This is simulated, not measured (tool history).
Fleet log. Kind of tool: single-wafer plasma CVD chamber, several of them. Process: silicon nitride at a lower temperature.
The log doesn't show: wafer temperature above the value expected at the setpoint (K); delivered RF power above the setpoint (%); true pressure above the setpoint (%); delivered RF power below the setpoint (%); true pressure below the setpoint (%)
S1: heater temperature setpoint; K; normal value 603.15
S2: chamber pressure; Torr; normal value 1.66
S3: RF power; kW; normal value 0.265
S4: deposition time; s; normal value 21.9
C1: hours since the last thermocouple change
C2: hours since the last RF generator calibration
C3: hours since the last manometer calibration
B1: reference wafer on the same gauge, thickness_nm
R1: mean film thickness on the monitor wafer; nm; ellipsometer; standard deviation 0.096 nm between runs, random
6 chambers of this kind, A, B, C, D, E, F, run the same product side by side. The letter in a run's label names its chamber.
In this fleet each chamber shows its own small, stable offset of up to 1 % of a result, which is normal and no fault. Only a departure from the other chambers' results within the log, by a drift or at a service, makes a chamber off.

run	hour	S1	S2	S3	S4	C1	C2	C3	B1	R1
1B	5.6	603.15	1.66	0.265	21.9	1647.0	1946.6	380.6	24.600	23.934
2A	11.7	603.15	1.66	0.265	21.9	1729.5	122.7	749.3	24.604	24.272
3D	18.0	603.15	1.66	0.265	21.9	207.7	1253.1	2201.0	24.595	24.197
# hour 19.4: chamber F: capacitance manometer re-zeroed and calibrated
4F	27.2	603.15	1.66	0.265	21.9	82.5	698.8	7.9	24.595	24.006
5C	33.2	603.15	1.66	0.265	21.9	633.3	998.0	2170.3	24.621	24.146
6E	39.6	603.15	1.26	0.310	21.9	653.5	1983.8	177.8	24.588	24.888
7A	48.2	603.15	1.26	0.310	21.9	1766.0	159.2	785.8	24.639	24.998
8B	57.0	603.15	1.26	0.310	21.9	1698.4	1998.0	432.0	24.588	24.427
9F	63.8	603.15	1.26	0.310	21.9	119.1	735.4	44.5	24.603	24.729
10E	73.9	603.15	1.26	0.310	21.9	687.8	2018.1	212.1	24.608	24.899
11C	83.7	603.15	1.26	0.310	21.9	683.8	1048.5	2220.8	24.607	24.841
12D	91.1	603.15	1.66	0.265	21.9	280.8	1326.2	2274.1	24.610	24.216
13D	96.9	603.15	1.66	0.265	21.9	286.6	1332.0	2279.9	24.622	24.344
14F	102.8	603.15	1.66	0.265	21.9	158.1	774.4	83.5	24.584	23.863
15B	110.6	603.15	1.66	0.265	21.9	1752.0	2051.6	485.6	24.606	24.066
16E	117.5	603.15	1.66	0.265	21.9	731.4	2061.7	255.7	24.609	24.256
17A	124.1	603.15	1.66	0.220	18.7	1841.9	235.1	861.7	24.588	18.129
18C	133.3	603.15	1.66	0.220	18.7	733.4	1098.1	2270.4	24.579	18.096
19B	139.7	603.15	1.66	0.220	18.7	1781.1	2080.7	514.7	24.612	17.981
20F	146.7	603.15	1.66	0.220	18.7	202.0	818.3	127.4	24.612	18.020
21E	153.0	603.15	1.66	0.220	18.7	766.9	2097.2	291.2	24.574	18.075
22A	160.3	603.15	1.66	0.220	18.7	1878.1	271.3	897.9	24.578	18.163
23D	164.7	603.15	1.66	0.265	21.9	354.4	1399.8	2347.7	24.614	24.230
24C	172.5	603.15	1.66	0.265	21.9	772.6	1137.3	2309.6	24.591	24.039
25B	181.0	603.15	1.66	0.265	21.9	1822.4	2122.0	556.0	24.588	24.014
26D	189.1	603.15	1.66	0.225	21.9	378.8	1424.2	2372.1	24.595	21.384
27E	197.5	603.15	1.66	0.225	21.9	811.4	2141.7	335.7	24.620	21.397
# hour 197.9: chamber E: RF generator calibrated
28C	207.1	603.15	1.66	0.225	21.9	807.2	1171.9	2344.2	24.596	21.353
# hour 207.4: chamber B: thermocouple changed; heater temperature recalibrated
29A	217.2	603.15	1.66	0.225	21.9	1935.0	328.2	954.8	24.619	21.678
30F	227.3	603.15	1.66	0.225	21.9	282.6	898.9	208.0	24.603	21.174
31D	235.9	603.15	1.66	0.225	21.9	425.6	1471.0	2418.9	24.574	21.595
32A	243.0	603.15	1.66	0.265	21.9	1960.8	354.0	980.6	24.583	24.406
33B	247.8	603.15	1.66	0.265	21.9	40.5	2188.8	622.8	24.605	24.035
34F	254.8	603.15	1.66	0.265	21.9	310.1	926.4	235.5	24.589	23.935
35C	260.3	603.15	1.66	0.265	21.9	860.4	1225.1	2397.4	24.626	23.686
36E	267.0	609.15	1.41	0.265	21.9	880.9	69.2	405.2	24.629	23.022
37D	274.5	609.15	1.41	0.265	21.9	464.2	1509.6	2457.5	24.602	23.296
38B	281.5	609.15	1.41	0.265	21.9	74.2	2222.5	656.5	24.580	22.920
39A	289.8	609.15	1.41	0.265	21.9	2007.6	400.8	1027.4	24.580	22.968
40F	297.8	609.15	1.41	0.265	21.9	353.1	969.4	278.5	24.609	22.854
41C	302.3	609.15	1.41	0.265	21.9	902.4	1267.1	2439.4	24.601	22.368
42E	310.7	603.15	1.66	0.265	21.9	924.6	112.9	448.9	24.598	24.161

All chambers now run identical settings, listed one chamber a line with results as question marks. What results will each chamber show?
43A	318.0	603.15	1.66	0.265	21.9					?
43B	318.0	603.15	1.66	0.265	21.9					?
43C	318.0	603.15	1.66	0.265	21.9					?
43D	318.0	603.15	1.66	0.265	21.9					?
43E	318.0	603.15	1.66	0.265	21.9					?
43F	318.0	603.15	1.66	0.265	21.9					?

run	R1
43A	24.215
43B	23.879
43C	23.379
43D	24.377
43E	24.203
43F	23.994

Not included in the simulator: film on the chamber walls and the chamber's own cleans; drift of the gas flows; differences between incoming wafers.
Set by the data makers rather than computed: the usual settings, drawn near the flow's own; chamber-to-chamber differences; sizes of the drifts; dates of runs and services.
